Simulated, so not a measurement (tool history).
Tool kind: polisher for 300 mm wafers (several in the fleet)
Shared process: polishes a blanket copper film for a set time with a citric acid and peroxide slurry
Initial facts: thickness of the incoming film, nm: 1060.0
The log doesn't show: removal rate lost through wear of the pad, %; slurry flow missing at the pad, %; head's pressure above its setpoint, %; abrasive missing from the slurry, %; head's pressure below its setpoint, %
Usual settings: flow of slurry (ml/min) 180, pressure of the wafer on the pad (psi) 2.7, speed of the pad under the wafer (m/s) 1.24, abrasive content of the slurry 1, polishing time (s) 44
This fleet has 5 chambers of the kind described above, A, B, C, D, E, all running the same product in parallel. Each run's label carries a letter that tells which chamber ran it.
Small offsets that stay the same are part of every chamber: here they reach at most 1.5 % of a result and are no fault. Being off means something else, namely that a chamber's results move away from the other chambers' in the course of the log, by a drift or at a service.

run,day,flow of slurry (ml/min),pressure of the wafer on the pad (psi),speed of the pad under the wafer (m/s),abrasive content of the slurry,polishing time (s),wafers polished on this pad,hours since the slurry nozzle was cleaned,hours since the head pressure was calibrated,hours since the slurry blender was calibrated,film removed (nm)
1E,0.196,180,2.7,1.24,1,44,1345,97.5,175.2,24,96.084
# day 0.333: chamber E: worn pad replaced by a new one
2D,0.383,180,2.7,1.24,1,44,269,43.7,91.5,66.3,95.413
3C,0.575,180,2.7,1.24,1,44,687,258.1,554.4,41.7,95.397
# day 0.588: chamber C: worn pad replaced by a new one
4A,0.738,180,2.7,1.24,1,44,794,142.9,421.1,127.8,96.33
5B,0.888,180,2.7,1.24,1,44,1241,335.8,403.1,235.2,95.929
6A,1.079,180,2.7,1.24,1,44,899,151.1,429.3,136,96.008
# day 1.146: chamber D: worn pad replaced by a new one
# day 1.312: chamber B: worn pad replaced by a new one
7E,1.346,180,2.7,1.24,1,44,310,125.1,202.8,51.6,94.648
8D,1.488,180,2.7,1.24,1,44,104,70.2,118,92.8,96.433
9B,1.658,180,2.7,1.24,1,44,105,354.3,421.6,253.7,97.851
# day 1.738: chamber A: worn pad replaced by a new one
10C,1.912,180,2.7,1.24,1,44,405,290.2,586.5,73.8,94.575
11A,2.208,180,2.7,1.24,1,44,144,178.2,456.4,163.1,95.423
12C,2.35,180,2.7,1.24,1,44,538,300.7,597,84.3,94.472
13D,2.558,180,2.7,1.24,1,44,431,95.9,143.7,118.5,95.245
# day 2.804: chamber C: worn pad replaced by a new one
14B,2.85,180,2.7,1.24,1,44,469,382.9,450.2,282.3,96.055
15E,3.075,180,2.7,1.24,1,44,837,166.6,244.3,93.1,96.465
# day 3.092: chamber D: worn pad replaced by a new one
16A,3.358,180,2.2,1.24,0.8,44,495,205.8,484,190.7,74.747
# day 3.454: chamber D: slurry blender recalibrated
17B,3.633,180,2.2,1.24,0.8,44,708,401.7,469,301.1,76.137
18D,3.942,180,2.2,1.24,0.8,44,260,129.1,176.9,11.8,74.647
19C,4.1,180,2.2,1.24,0.8,44,396,342.7,639,126.3,73.965
# day 4.112: chamber B: slurry blender recalibrated
20E,4.292,180,2.2,1.24,0.8,44,1209,195.8,273.5,122.3,74.768
21E,4.488,180,2.7,1.24,1.1,35,1269,200.5,278.2,127,77.435
22A,4.65,180,2.7,1.24,1.1,35,890,236.8,515,221.7,77.66
# day 4.704: chamber D: worn pad replaced by a new one
# day 4.812: chamber C: worn pad replaced by a new one
23C,4.821,180,2.7,1.24,1.1,35,3,360,656.3,143.6,75.924
# day 5.079: chamber E: worn pad replaced by a new one
24D,5.083,180,2.7,1.24,1.1,35,116,156.5,204.3,39.2,76.972
25B,5.35,180,2.7,1.24,1.1,35,1232,442.9,510.2,29.7,78.528
# day 5.533: chamber A: worn pad replaced by a new one
26C,5.567,235,2.7,1.24,1.25,44,231,377.9,674.2,161.5,102.12
# day 5.621: chamber B: worn pad replaced by a new one
27B,5.862,235,2.7,1.24,1.25,44,73,455.2,522.5,42,104.85
# day 5.988: chamber E: slurry nozzle cleaned
28E,6.142,235,2.7,1.24,1.25,44,325,3.8,317.9,166.7,104.89
# day 6.242: chamber A: head pressure recalibrated
29A,6.4,235,2.7,1.24,1.25,44,264,278.8,3.8,263.7,103.18
# day 6.654: chamber D: worn pad replaced by a new one
30D,6.7,235,2.7,1.24,1.25,44,14,195.3,243.1,78,102.43
31C,6.992,180,2.7,1.24,1,44,666,412.1,708.4,195.7,93.055
32A,7.275,180,2.3,1.24,1,44,531,299.8,24.8,284.7,80.608
33B,7.538,180,2.3,1.24,1,44,585,495.4,562.7,82.2,82.064
34D,7.696,180,2.3,1.24,1,44,318,219.2,267,101.9,81.87
35E,7.833,180,2.3,1.24,1,44,841,44.4,358.5,207.3,82.471
36B,8.038,180,2.3,1.24,1,44,737,507.4,574.7,94.2,81.733

Next, all 5 chambers run the settings below, one line each with question marks for the results. What does each chamber give?
37A,8.262,215,2.7,1.24,1,44,,,,,?
37B,8.262,215,2.7,1.24,1,44,,,,,?
37C,8.262,215,2.7,1.24,1,44,,,,,?
37D,8.262,215,2.7,1.24,1,44,,,,,?
37E,8.262,215,2.7,1.24,1,44,,,,,?

run,film removed (nm)
37A,97.628
37B,99.248
37C,96.058
37D,97.204
37E,98.26
